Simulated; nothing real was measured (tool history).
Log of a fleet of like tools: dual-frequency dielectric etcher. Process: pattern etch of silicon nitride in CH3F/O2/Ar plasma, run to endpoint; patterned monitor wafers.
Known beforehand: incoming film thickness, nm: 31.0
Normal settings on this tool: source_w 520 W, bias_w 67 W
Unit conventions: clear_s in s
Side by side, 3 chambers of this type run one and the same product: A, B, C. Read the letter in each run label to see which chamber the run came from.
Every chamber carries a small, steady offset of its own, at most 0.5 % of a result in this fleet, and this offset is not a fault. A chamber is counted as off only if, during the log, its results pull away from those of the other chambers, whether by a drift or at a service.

run,hour,source_w,bias_w,clear_s
1C,8.1,520,67,41.793
2A,17.1,520,67,41.439
3B,25.4,520,67,41.621
4B,38.5,520,67,41.571
5A,50.4,520,67,41.702
6C,65.9,520,67,41.579
7C,78.3,520,67,41.92
8B,87.5,520,67,41.052
9A,103.3,520,67,41.831
# hour 108.1: chamber A: wet clean of the chamber
10A,114.9,520,67,41.583
11C,122.9,400,52,50.638
12B,130.1,400,52,49.91
13C,140,400,52,50.415
14A,151.4,520,67,41.99
# hour 158.5: chamber C: bias power generator calibrated
15B,164.6,570,83,37.18
16B,173.1,570,83,37.064
17A,185.2,570,83,37.163
18C,201.5,520,67,41.955
19B,210.1,520,67,41.36
20A,220.9,520,67,41.631
21C,231.9,520,67,42.404
22C,242.3,520,67,42.624
23B,256.3,520,67,41.563
24A,264.2,520,67,41.503
25B,274.6,520,67,41.07
26C,284.1,520,67,42.613
27A,296.1,520,67,41.54
# hour 301.2: chamber B: wet clean of the chamber
# hour 304.9: chamber C: source power generator calibrated
28C,309.7,520,67,42.665
29B,317.9,520,67,41.23
30A,329.8,520,67,41.524
31C,344.3,520,67,43.113
32A,355,520,67,41.628
33B,364.8,520,67,41.698
34C,378.1,520,67,43.054
35A,389.8,520,67,41.531
36B,400.6,520,67,41.489
37B,413.6,520,67,41.236
38A,421.8,590,67,39.685
39C,434.3,590,67,41.436
40A,442.2,590,67,39.696
41C,453.2,520,67,43.043
42B,462.3,520,67,41.569
43C,469.5,520,67,43.709
44B,480.5,520,67,41.441

Next, every chamber runs the same settings. What will each give?
45A,492.2,520,61,?
45B,492.2,520,61,?
45C,492.2,520,61,?

run,clear_s
45A,43.135
45B,42.787
45C,45.243

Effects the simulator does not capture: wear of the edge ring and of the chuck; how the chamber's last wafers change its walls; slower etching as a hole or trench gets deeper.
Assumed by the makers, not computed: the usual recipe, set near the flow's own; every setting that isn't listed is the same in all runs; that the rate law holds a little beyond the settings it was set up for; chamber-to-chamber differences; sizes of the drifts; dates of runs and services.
